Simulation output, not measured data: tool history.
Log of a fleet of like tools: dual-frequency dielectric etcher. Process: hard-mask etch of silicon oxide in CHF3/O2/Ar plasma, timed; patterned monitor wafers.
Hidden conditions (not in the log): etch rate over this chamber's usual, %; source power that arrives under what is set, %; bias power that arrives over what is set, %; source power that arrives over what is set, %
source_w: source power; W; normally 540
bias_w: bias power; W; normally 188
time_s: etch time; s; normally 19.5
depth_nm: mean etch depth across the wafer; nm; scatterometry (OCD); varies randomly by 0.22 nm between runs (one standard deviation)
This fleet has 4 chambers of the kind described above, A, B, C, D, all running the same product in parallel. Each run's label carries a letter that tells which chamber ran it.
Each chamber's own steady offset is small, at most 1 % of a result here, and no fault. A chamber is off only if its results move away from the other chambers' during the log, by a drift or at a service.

run   hour  source_w  bias_w  time_s  hours since the last wet clean  hours since the last source power generator calibration  hours since the last bias power generator calibration  read-back reference wafer on the same gauge, depth_nm  depth_nm
 1C    4.1       540     188    19.5                           301.9                                                    426.0                                                 2093.2                                                 37.749    37.718
 2B    7.9       540     188    19.5                           393.0                                                   1560.4                                                 1133.4                                                 37.846    37.817
 3A   14.3       540     188    19.5                            21.8                                                    832.8                                                  386.9                                                 37.814    37.329
 4D   20.9       540     188    19.5                           216.1                                                   1802.7                                                 1369.2                                                 37.798    37.455
 5A   24.6       540     188    19.5                            32.1                                                    843.1                                                  397.2                                                 37.814    37.654
 6D   28.5       540     188    19.5                           223.7                                                   1810.3                                                 1376.8                                                 37.794    37.396
 7C   31.6       540     188    19.5                           329.4                                                    453.5                                                 2120.7                                                 37.842    37.952
 8B   35.6       540     188    19.5                           420.7                                                   1588.1                                                 1161.1                                                 37.738    38.383
 9D   40.9       540     188    19.5                           236.1                                                   1822.7                                                 1389.2                                                 37.796    37.451
10A   46.1       540     188    19.5                            53.6                                                    864.6                                                  418.7                                                 37.752    37.351
11B   52.6       540     188    19.5                           437.7                                                   1605.1                                                 1178.1                                                 37.785    37.945
12C   57.3       540     188    19.5                           355.1                                                    479.2                                                 2146.4                                                 37.780    37.750
13D   63.8       540     188    19.5                           259.0                                                   1845.6                                                 1412.1                                                 37.835    37.426
14A   67.7       540     188    19.5                            75.2                                                    886.2                                                  440.3                                                 37.750    37.154
15B   73.7       540     188    19.5                           458.8                                                   1626.2                                                 1199.2                                                 37.829    37.652
16C   78.1       540     188    24.0                           375.9                                                    500.0                                                 2167.2                                                 37.782    46.166
17B   82.6       540     188    24.0                           467.7                                                   1635.1                                                 1208.1                                                 37.794    46.430
18C   88.8       540     188    24.0                           386.6                                                    510.7                                                 2177.9                                                 37.785    46.627
19D   95.2       540     188    24.0                           290.4                                                   1877.0                                                 1443.5                                                 37.782    45.866
20A  102.1       540     188    19.5                           109.6                                                    920.6                                                  474.7                                                 37.724    37.127
     102.3  -- chamber B: wet clean of the chamber
21C  106.6       540     188    19.5                           404.4                                                    528.5                                                 2195.7                                                 37.833    37.683
22A  110.2       540     188    19.5                           117.7                                                    928.7                                                  482.8                                                 37.799    37.139
23B  114.3       540     188    19.5                            12.0                                                   1666.8                                                 1239.8                                                 37.748    40.226
24D  118.4       540     188    19.5                           313.6                                                   1900.2                                                 1466.7                                                 37.756    37.656
25A  124.5       540     188    19.5                           132.0                                                    943.0                                                  497.1                                                 37.816    37.756
26C  129.0       540     188    19.5                           426.8                                                    550.9                                                 2218.1                                                 37.845    37.715
27B  134.7       540     188    19.5                            32.4                                                   1687.2                                                 1260.2                                                 37.800    39.746
28D  141.4       540     188    19.5                           336.6                                                   1923.2                                                 1489.7                                                 37.829    37.242
29B  146.5       540     188    19.5                            44.2                                                   1699.0                                                 1272.0                                                 37.783    39.903
30A  153.4       540     188    19.5                           160.9                                                    971.9                                                  526.0                                                 37.704    37.558
31D  158.4       540     188    19.5                           353.6                                                   1940.2                                                 1506.7                                                 37.796    37.651
32C  162.2       540     188    19.5                           460.0                                                    584.1                                                 2251.3                                                 37.831    37.835
33C  168.1       480     188    16.0                           465.9                                                    590.0                                                 2257.2                                                 37.767    29.259

Has any chamber moved away from the others, gradually or after a service, or does the common gauge drift, or do the chambers differ only by their own small steady offsets? State the chamber and the most likely cause if one applies.

The work done on chamber B during a service left it standing apart from the others.
What lies behind it: etch rate over this chamber's usual, % = 5.09.

Chamber B could run next with any of the 4 candidate recipes listed below; each alters the usual settings, and their results appear as question marks. Which one brings its results back in line with what the other chambers deliver on the usual settings?
Counts as in line when no further than this from what the other chambers average on the usual settings: depth_nm 0.760 nm
34B-1  173.1       540     188    19.0                                                                                                                                                                                                                ?
34B-2  173.1       540     188    20.0                                                                                                                                                                                                                ?
34B-3  173.1       540     221    19.5                                                                                                                                                                                                                ?
34B-4  173.1       490     174    19.5                                                                                                                                                                                                                ?

The other chambers' mean on the usual settings: depth_nm 37.543 nm
  run  depth_nm
34B-1    38.714
34B-2    40.751
34B-3    42.059
34B-4    37.300
34B-4 brings the chamber back in line.
